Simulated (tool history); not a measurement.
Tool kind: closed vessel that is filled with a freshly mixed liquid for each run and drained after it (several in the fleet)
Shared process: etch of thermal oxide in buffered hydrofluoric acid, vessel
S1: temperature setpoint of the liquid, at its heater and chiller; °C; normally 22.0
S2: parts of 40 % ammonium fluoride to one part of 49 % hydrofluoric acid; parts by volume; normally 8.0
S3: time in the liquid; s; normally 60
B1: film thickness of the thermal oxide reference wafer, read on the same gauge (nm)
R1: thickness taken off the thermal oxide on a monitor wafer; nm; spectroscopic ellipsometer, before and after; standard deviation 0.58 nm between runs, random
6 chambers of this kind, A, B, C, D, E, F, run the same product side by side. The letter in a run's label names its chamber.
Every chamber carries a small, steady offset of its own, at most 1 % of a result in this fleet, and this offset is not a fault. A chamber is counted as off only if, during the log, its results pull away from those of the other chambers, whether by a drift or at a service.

run,hour,S1,S2,S3,B1,R1
1B,4.5,22.0,8.0,60,149.98,79.633
2F,7.5,22.0,8.0,60,150.01,77.851
3A,10.5,22.0,8.0,60,150.02,78.909
4E,16.2,22.0,8.0,60,150.01,79.257
5C,19.6,22.0,8.0,60,150.03,80.844
6D,22.8,22.0,8.0,60,150.00,79.290
7E,26.2,22.0,8.0,60,150.00,80.170
8F,30.4,22.0,8.0,30,149.97,38.910
9A,35.8,22.0,8.0,30,150.00,39.987
10B,41.7,22.0,8.0,30,150.00,40.225
11D,45.6,22.0,8.0,30,149.98,39.892
12C,48.5,22.0,8.0,30,150.00,40.012
13C,53.3,22.0,8.0,30,150.02,39.751
14D,56.7,22.0,8.0,60,149.98,81.293
15A,62.3,22.0,8.0,60,150.02,79.397
16B,67.8,22.0,8.0,60,150.01,79.147
17F,73.0,22.0,8.0,60,150.01,77.873
18E,76.8,22.0,8.0,60,150.01,78.827
19D,79.6,23.5,8.0,60,150.01,86.587
20C,82.2,23.5,8.0,60,149.97,87.531
21B,85.8,23.5,8.0,60,150.00,88.227
22E,89.0,23.5,8.0,60,150.01,85.487
23A,94.1,23.5,8.0,60,150.00,87.054
24F,99.4,23.5,8.0,60,150.00,82.666
25A,102.1,22.0,8.0,60,149.98,79.889
26F,105.0,22.0,8.0,60,150.00,76.548
27C,109.8,22.0,8.0,60,150.02,79.704
28E,115.6,18.5,8.0,60,150.00,66.626
29D,120.3,18.5,8.0,60,150.00,65.759
# hour 123.8: chamber A: thermometer replaced
30B,124.2,18.5,8.0,60,150.01,65.776
31E,126.9,18.5,8.0,60,150.01,65.828
32C,130.5,18.5,8.0,60,149.98,65.513
33F,136.2,18.5,8.0,60,150.00,61.796
34D,140.9,22.0,8.0,60,149.98,79.429
35B,144.4,22.0,8.0,60,150.01,79.672
36A,149.2,22.0,8.0,60,150.03,80.161
37E,152.5,22.0,8.0,60,150.01,78.390
38B,155.2,22.0,8.0,60,149.98,79.969
39D,158.9,22.0,8.0,60,149.99,79.210
40F,161.5,22.0,8.0,60,150.02,72.593
41A,164.2,22.0,8.0,60,150.00,79.704

Which is it: a chamber that has drifted or been left off by a service, a gauge drift common to all chambers, or only each chamber's usual small offset? If a chamber is off, name it and its likeliest cause.

Chamber F drifts away from the others.
Cause: liquid colder than its thermometer reads (K) = 1.4.
It could be hard to tell apart here from: hydrofluoric acid flow below the setpoint (%).

Here are 4 candidates for chamber F's next run, each the usual settings with a change, their results left as question marks. Which one brings its results back in line with what the others give on the usual settings?
Counts as in line when no further than this from what the other chambers average on the usual settings: R1 2.000 nm
42F-1,168.4,22.5,7.5,60,,?
42F-2,168.4,21.0,8.0,60,,?
42F-3,168.4,23.0,8.0,60,,?
42F-4,168.4,22.0,8.0,55,,?

Usual-settings mean across the other chambers: R1 79.988 nm
run,R1
42F-1,80.147
42F-2,68.740
42F-3,76.801
42F-4,66.598
It is 42F-1 that realigns the chamber with its peers.
